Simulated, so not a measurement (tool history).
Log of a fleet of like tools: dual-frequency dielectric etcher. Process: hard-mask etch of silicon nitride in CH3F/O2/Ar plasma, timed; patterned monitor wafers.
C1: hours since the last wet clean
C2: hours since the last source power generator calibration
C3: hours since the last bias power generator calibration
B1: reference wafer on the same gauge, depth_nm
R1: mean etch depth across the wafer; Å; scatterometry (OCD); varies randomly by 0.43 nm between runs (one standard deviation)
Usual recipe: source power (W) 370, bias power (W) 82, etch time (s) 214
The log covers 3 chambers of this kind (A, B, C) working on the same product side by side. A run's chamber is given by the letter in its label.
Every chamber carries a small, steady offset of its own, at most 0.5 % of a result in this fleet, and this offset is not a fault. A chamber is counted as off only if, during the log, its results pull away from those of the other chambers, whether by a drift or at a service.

{"run": "1C", "day": 0.292, "source power (W)": 370, "bias power (W)": 82, "etch time (s)": 214, "C1": 89.2, "C2": 453.7, "C3": 1387.9, "B1": 153.01, "R1": 1527.4}
{"run": "2A", "day": 0.562, "source power (W)": 370, "bias power (W)": 82, "etch time (s)": 214, "C1": 342.2, "C2": 331.7, "C3": 3432.8, "B1": 152.89, "R1": 1530.7}
{"run": "3B", "day": 0.75, "source power (W)": 370, "bias power (W)": 82, "etch time (s)": 214, "C1": 110.1, "C2": 1387.5, "C3": 3733.1, "B1": 153.06, "R1": 1522}
{"run": "4A", "day": 1.071, "source power (W)": 370, "bias power (W)": 82, "etch time (s)": 214, "C1": 354.4, "C2": 343.9, "C3": 3445, "B1": 153.02, "R1": 1523.5}
{"run": "5C", "day": 1.425, "source power (W)": 370, "bias power (W)": 82, "etch time (s)": 214, "C1": 116.4, "C2": 480.9, "C3": 1415.1, "B1": 152.98, "R1": 1538.2}
{"run": "6B", "day": 1.783, "source power (W)": 370, "bias power (W)": 82, "etch time (s)": 214, "C1": 134.9, "C2": 1412.3, "C3": 3757.9, "B1": 153.03, "R1": 1520.6}
{"run": "7B", "day": 2.162, "source power (W)": 370, "bias power (W)": 82, "etch time (s)": 214, "C1": 144, "C2": 1421.4, "C3": 3767, "B1": 153.1, "R1": 1526.7}
{"run": "8A", "day": 2.508, "source power (W)": 370, "bias power (W)": 82, "etch time (s)": 214, "C1": 388.9, "C2": 378.4, "C3": 3479.5, "B1": 153.04, "R1": 1517.4}
{"run": "9C", "day": 2.875, "source power (W)": 370, "bias power (W)": 82, "etch time (s)": 214, "C1": 151.2, "C2": 515.7, "C3": 1449.9, "B1": 153.03, "R1": 1526.5}
{"run": "10A", "day": 3.104, "source power (W)": 370, "bias power (W)": 82, "etch time (s)": 214, "C1": 403.2, "C2": 392.7, "C3": 3493.8, "B1": 153.06, "R1": 1527.9}
{"run": "11C", "day": 3.438, "source power (W)": 370, "bias power (W)": 82, "etch time (s)": 235.5, "C1": 164.7, "C2": 529.2, "C3": 1463.4, "B1": 153.11, "R1": 1683.2}
{"run": "12B", "day": 3.792, "source power (W)": 370, "bias power (W)": 82, "etch time (s)": 235.5, "C1": 183.1, "C2": 1460.5, "C3": 3806.1, "B1": 153.14, "R1": 1679.9}
{"run": "13C", "day": 4.138, "source power (W)": 370, "bias power (W)": 82, "etch time (s)": 235.5, "C1": 181.5, "C2": 546, "C3": 1480.2, "B1": 153, "R1": 1686.2}
{"run": "14A", "day": 4.446, "source power (W)": 370, "bias power (W)": 82, "etch time (s)": 214, "C1": 435.4, "C2": 424.9, "C3": 3526, "B1": 153.01, "R1": 1530.3}
{"run": "15B", "day": 4.779, "source power (W)": 370, "bias power (W)": 82, "etch time (s)": 214, "C1": 206.8, "C2": 1484.2, "C3": 3829.8, "B1": 152.96, "R1": 1527}
{"run": "16B", "day": 5.142, "source power (W)": 370, "bias power (W)": 82, "etch time (s)": 214, "C1": 215.5, "C2": 1492.9, "C3": 3838.5, "B1": 153.05, "R1": 1526.4}
{"run": "17C", "day": 5.388, "source power (W)": 370, "bias power (W)": 82, "etch time (s)": 214, "C1": 211.5, "C2": 576, "C3": 1510.2, "B1": 152.88, "R1": 1523.9}
{"run": "18A", "day": 5.625, "source power (W)": 370, "bias power (W)": 82, "etch time (s)": 243, "C1": 463.7, "C2": 453.2, "C3": 3554.3, "B1": 153.01, "R1": 1730.2}
{"run": "19C", "day": 5.846, "source power (W)": 370, "bias power (W)": 82, "etch time (s)": 243, "C1": 222.5, "C2": 587, "C3": 1521.2, "B1": 153.01, "R1": 1743.3}
{"run": "20B", "day": 6.162, "source power (W)": 370, "bias power (W)": 82, "etch time (s)": 243, "C1": 240, "C2": 1517.4, "C3": 3863, "B1": 152.97, "R1": 1735.1}
{"run": "21A", "day": 6.429, "source power (W)": 370, "bias power (W)": 82, "etch time (s)": 214, "C1": 483, "C2": 472.5, "C3": 3573.6, "B1": 152.94, "R1": 1520.9}
{"run": "22A", "day": 6.683, "source power (W)": 370, "bias power (W)": 82, "etch time (s)": 214, "C1": 489.1, "C2": 478.6, "C3": 3579.7, "B1": 153.02, "R1": 1519.6}
{"run": "23B", "day": 6.858, "source power (W)": 370, "bias power (W)": 82, "etch time (s)": 214, "C1": 256.7, "C2": 1534.1, "C3": 3879.7, "B1": 152.98, "R1": 1525}
{"run": "24C", "day": 7.2, "source power (W)": 370, "bias power (W)": 82, "etch time (s)": 214, "C1": 255, "C2": 619.5, "C3": 1553.7, "B1": 152.97, "R1": 1529.1}
{"day": 7.512, "done": "chamber A: wet clean of the chamber"}
{"run": "25A", "day": 7.525, "source power (W)": 370, "bias power (W)": 82, "etch time (s)": 214, "C1": 0.3, "C2": 498.8, "C3": 3599.9, "B1": 153.02, "R1": 1478.4}
{"run": "26B", "day": 7.825, "source power (W)": 330, "bias power (W)": 82, "etch time (s)": 214, "C1": 279.9, "C2": 1557.3, "C3": 3902.9, "B1": 153.05, "R1": 1457.4}
{"run": "27C", "day": 8.117, "source power (W)": 330, "bias power (W)": 82, "etch time (s)": 214, "C1": 277, "C2": 641.5, "C3": 1575.7, "B1": 152.99, "R1": 1465.6}
{"run": "28B", "day": 8.35, "source power (W)": 330, "bias power (W)": 82, "etch time (s)": 214, "C1": 292.5, "C2": 1569.9, "C3": 3915.5, "B1": 153.01, "R1": 1457.4}
{"run": "29C", "day": 8.729, "source power (W)": 370, "bias power (W)": 66, "etch time (s)": 214, "C1": 291.7, "C2": 656.2, "C3": 1590.4, "B1": 153.04, "R1": 1420.2}
{"run": "30A", "day": 9.075, "source power (W)": 370, "bias power (W)": 66, "etch time (s)": 214, "C1": 37.5, "C2": 536, "C3": 3637.1, "B1": 153.06, "R1": 1364.6}
{"run": "31B", "day": 9.388, "source power (W)": 370, "bias power (W)": 66, "etch time (s)": 214, "C1": 317.4, "C2": 1594.8, "C3": 3940.4, "B1": 153, "R1": 1416.7}
{"day": 9.638, "done": "chamber A: bias power generator calibrated"}
{"run": "32A", "day": 9.75, "source power (W)": 370, "bias power (W)": 82, "etch time (s)": 214, "C1": 53.7, "C2": 552.2, "C3": 2.7, "B1": 152.96, "R1": 1475.8}
{"run": "33C", "day": 9.983, "source power (W)": 370, "bias power (W)": 82, "etch time (s)": 214, "C1": 321.8, "C2": 686.3, "C3": 1620.5, "B1": 152.98, "R1": 1533.2}
{"run": "34A", "day": 10.271, "source power (W)": 370, "bias power (W)": 82, "etch time (s)": 214, "C1": 66.2, "C2": 564.7, "C3": 15.2, "B1": 153.1, "R1": 1473.2}
{"run": "35B", "day": 10.558, "source power (W)": 290, "bias power (W)": 91, "etch time (s)": 214, "C1": 345.5, "C2": 1622.9, "C3": 3968.5, "B1": 152.87, "R1": 1445}
{"run": "36C", "day": 10.829, "source power (W)": 290, "bias power (W)": 91, "etch time (s)": 214, "C1": 342.1, "C2": 706.6, "C3": 1640.8, "B1": 153.02, "R1": 1446.6}
{"run": "37C", "day": 11.017, "source power (W)": 290, "bias power (W)": 91, "etch time (s)": 214, "C1": 346.6, "C2": 711.1, "C3": 1645.3, "B1": 153.04, "R1": 1446.5}
{"run": "38B", "day": 11.304, "source power (W)": 370, "bias power (W)": 82, "etch time (s)": 214, "C1": 363.4, "C2": 1640.8, "C3": 3986.4, "B1": 153.04, "R1": 1534.2}
{"run": "39A", "day": 11.629, "source power (W)": 370, "bias power (W)": 82, "etch time (s)": 214, "C1": 98.8, "C2": 597.3, "C3": 47.8, "B1": 152.98, "R1": 1473.6}

The same settings go to every chamber for the next run, one line per chamber below. Forecast the results for each:
{"run": "40A", "day": 11.908, "source power (W)": 370, "bias power (W)": 82, "etch time (s)": 170.5, "R1": "?"}
{"run": "40B", "day": 11.908, "source power (W)": 370, "bias power (W)": 82, "etch time (s)": 170.5, "R1": "?"}
{"run": "40C", "day": 11.908, "source power (W)": 370, "bias power (W)": 82, "etch time (s)": 170.5, "R1": "?"}

run=40A R1=1175.1
run=40B R1=1214.8
run=40C R1=1218

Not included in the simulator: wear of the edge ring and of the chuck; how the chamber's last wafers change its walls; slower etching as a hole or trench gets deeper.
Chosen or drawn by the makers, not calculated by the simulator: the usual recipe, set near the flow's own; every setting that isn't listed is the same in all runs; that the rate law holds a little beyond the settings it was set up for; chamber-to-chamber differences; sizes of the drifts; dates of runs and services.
